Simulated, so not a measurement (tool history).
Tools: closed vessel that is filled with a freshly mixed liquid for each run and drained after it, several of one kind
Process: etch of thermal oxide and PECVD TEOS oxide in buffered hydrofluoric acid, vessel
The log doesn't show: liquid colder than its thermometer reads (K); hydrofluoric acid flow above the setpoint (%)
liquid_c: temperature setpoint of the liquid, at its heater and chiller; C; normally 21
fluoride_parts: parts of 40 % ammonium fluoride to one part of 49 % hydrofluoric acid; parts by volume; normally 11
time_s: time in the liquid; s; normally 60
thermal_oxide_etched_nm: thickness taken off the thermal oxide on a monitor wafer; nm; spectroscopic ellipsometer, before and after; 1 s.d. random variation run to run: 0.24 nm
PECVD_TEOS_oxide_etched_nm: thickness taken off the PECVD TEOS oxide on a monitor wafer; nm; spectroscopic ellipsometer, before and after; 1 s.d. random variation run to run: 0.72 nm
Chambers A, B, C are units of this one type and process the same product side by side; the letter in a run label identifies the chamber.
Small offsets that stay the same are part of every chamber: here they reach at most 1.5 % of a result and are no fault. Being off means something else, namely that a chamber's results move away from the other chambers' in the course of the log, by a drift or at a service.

run	hour	liquid_c	fluoride_parts	time_s	hours since the thermometer was replaced	hours since the hydrofluoric acid flow meter was replaced	read-back film thickness of the thermal oxide reference wafer, read on the same gauge (nm)	read-back film thickness of the PECVD TEOS oxide reference wafer, read on the same gauge (nm)	thermal_oxide_etched_nm	PECVD_TEOS_oxide_etched_nm
1B	8.4	21	11	60	657.9	940.4	140.01	119.97	52.974	107.61
2A	14.9	21	11	60	402.6	772.3	140.01	120.01	53.564	107.06
3C	20.4	21	11	60	206.6	2076.3	140.02	120	53.53	108.19
4C	25.4	21	11	60	211.6	2081.3	140.01	120	53.722	108.42
5B	33.4	21	11	60	682.9	965.4	139.98	120.04	53.013	107.07
6A	39	21	11	60	426.7	796.4	139.98	119.97	52.998	106.93
7B	44.8	21	11	85	694.3	976.8	140.03	119.98	75.74	151.98
8C	50	21	11	85	236.2	2105.9	140	119.99	75.567	152.91
9A	55.5	21	11	85	443.2	812.9	139.96	120.05	75.858	149.59
10B	62.1	21	11	60	711.6	994.1	139.98	120	52.985	106.94
11C	69.8	21	11	60	256	2125.7	140	119.99	53.427	106.61
12A	77.7	21	11	60	465.4	835.1	140.03	120.03	53.374	106.17
13B	86.5	21	11	60	736	1018.5	140.03	119.98	53.207	107.37
# hour 93.9: chamber C: hydrofluoric acid flow meter replaced
14A	94.6	21	11	60	482.3	852	140.01	120.02	53.248	106.02
15C	98.9	17	11	60	285.1	5.1	140.01	119.98	42.811	85.988
16C	106.4	17	11	60	292.6	12.6	139.97	120.01	42.802	87.389
17A	114.8	17	11	60	502.5	872.2	140	119.98	42.726	84.497
18B	120	21	11	60	769.5	1052	140.03	120	53.213	106.27
19B	128.2	21	11	60	777.7	1060.2	139.99	120	53.371	106.63
20C	132.4	21	11	60	318.6	38.6	139.99	120.01	53.769	106.52
# hour 133: chamber B: thermometer replaced
21A	139.5	21	11	60	527.2	896.9	139.99	120.03	53.172	107.17
22B	145.3	21	11	60	12.3	1077.3	140.02	119.98	53.125	107.19
23C	151.2	21	11	60	337.4	57.4	140.01	119.99	53.397	107.06
24A	158.6	21	11	60	546.3	916	140.01	120.01	53.507	105.92
25A	164.9	21	11	60	552.6	922.3	140	119.98	53.721	105.42
26C	169.3	21	7.5	50	355.5	75.5	139.99	119.98	63.818	127.81
27B	177.5	21	7.5	50	44.5	1109.5	140.03	120.01	63.544	126.26
28C	183.5	21	7.5	50	369.7	89.7	139.99	119.97	63.468	127.57
29B	190.9	21	11	60	57.9	1122.9	140.01	119.96	53.658	107.65
30A	200	21	11	60	587.7	957.4	140.03	119.99	53.451	106.56
31A	205	21	11	60	592.7	962.4	140	120.05	53.316	105.36

What goes on in this fleet: one chamber off, a drifting gauge, or nothing beyond the chambers' own small offsets? Name the chamber and the cause, if any.

All chambers stay in line apart from their small fixed offsets, and the gauge does not drift.
